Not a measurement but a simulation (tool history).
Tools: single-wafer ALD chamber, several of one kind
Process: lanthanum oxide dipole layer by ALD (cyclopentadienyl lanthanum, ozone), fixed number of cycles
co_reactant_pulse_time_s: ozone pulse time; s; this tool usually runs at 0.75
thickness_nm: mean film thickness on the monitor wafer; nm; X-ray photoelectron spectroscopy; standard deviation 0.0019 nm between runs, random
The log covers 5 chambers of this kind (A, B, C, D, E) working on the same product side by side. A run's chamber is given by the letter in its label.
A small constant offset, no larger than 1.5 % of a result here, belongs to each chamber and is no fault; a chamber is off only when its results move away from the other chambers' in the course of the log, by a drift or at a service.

run,hour,co_reactant_pulse_time_s,hours since the last thermocouple change,hours since the last ozone generator service,"read-back reference wafer on the same gauge, thickness_nm",thickness_nm
# hour 10.7: chamber E: ozone generator serviced
1C,13.8,0.75,285.8,541.5,0.48122,0.45205
2E,22,0.75,1860.2,11.3,0.48049,0.44588
3D,32.6,0.75,1224.7,631.3,0.48121,0.44808
4A,45.2,0.75,1341.2,1147.1,0.48089,0.44215
5B,59.1,0.75,1119.1,151.8,0.48079,0.45031
6B,67.4,0.75,1127.4,160.1,0.48118,0.4476
7A,81.3,0.75,1377.3,1183.2,0.48093,0.44495
8E,92.7,0.75,1930.9,82,0.48126,0.44398
9C,106.7,0.9,378.7,634.4,0.48136,0.48179
10D,115.7,0.9,1307.8,714.4,0.48042,0.48562
11E,129.4,0.9,1967.6,118.7,0.48048,0.47445
12B,144,0.9,1204,236.7,0.48089,0.48079
13C,159.1,0.9,431.1,686.8,0.48107,0.48182
14D,172.2,0.75,1364.3,770.9,0.48093,0.44778
15A,183.1,0.75,1479.1,1285,0.48061,0.44688
16D,196.5,0.75,1388.6,795.2,0.48066,0.44706
17E,203.6,0.6,2041.8,192.9,0.481,0.40015
18A,213.3,0.6,1509.3,1315.2,0.48043,0.39927
19B,226.1,0.6,1286.1,318.8,0.48085,0.40509
20C,239.2,0.6,511.2,766.9,0.48096,0.39025
21A,249.5,0.6,1545.5,1351.4,0.48074,0.39831
22B,256.2,0.75,1316.2,348.9,0.48062,0.44457
23D,268.4,0.75,1460.5,867.1,0.48108,0.45029
# hour 271.5: chamber D: thermocouple changed; heater temperature recalibrated
24C,276.3,0.75,548.3,804,0.48095,0.43573
25E,290.8,0.75,2129,280.1,0.48128,0.44418
# hour 295.9: chamber A: thermocouple changed; heater temperature recalibrated
26B,299.8,0.75,1359.8,392.5,0.4815,0.44765
27A,312.8,0.75,16.9,1414.7,0.48084,0.44506
28C,325.9,0.75,597.9,853.6,0.4817,0.43123
29E,332.6,0.75,2170.8,321.9,0.48114,0.44737
30D,341.6,0.96,70.1,940.3,0.48057,0.49604
# hour 343.7: chamber A: ozone generator serviced
31A,353.6,0.96,57.7,9.9,0.48144,0.49287

The same settings go to every chamber for the next run, one line per chamber below. Forecast the results for each:
32A,364.5,0.75,,,,?
32B,364.5,0.75,,,,?
32C,364.5,0.75,,,,?
32D,364.5,0.75,,,,?
32E,364.5,0.75,,,,?

run,thickness_nm
32A,0.4447
32B,0.45259
32C,0.4284
32D,0.44973
32E,0.4452
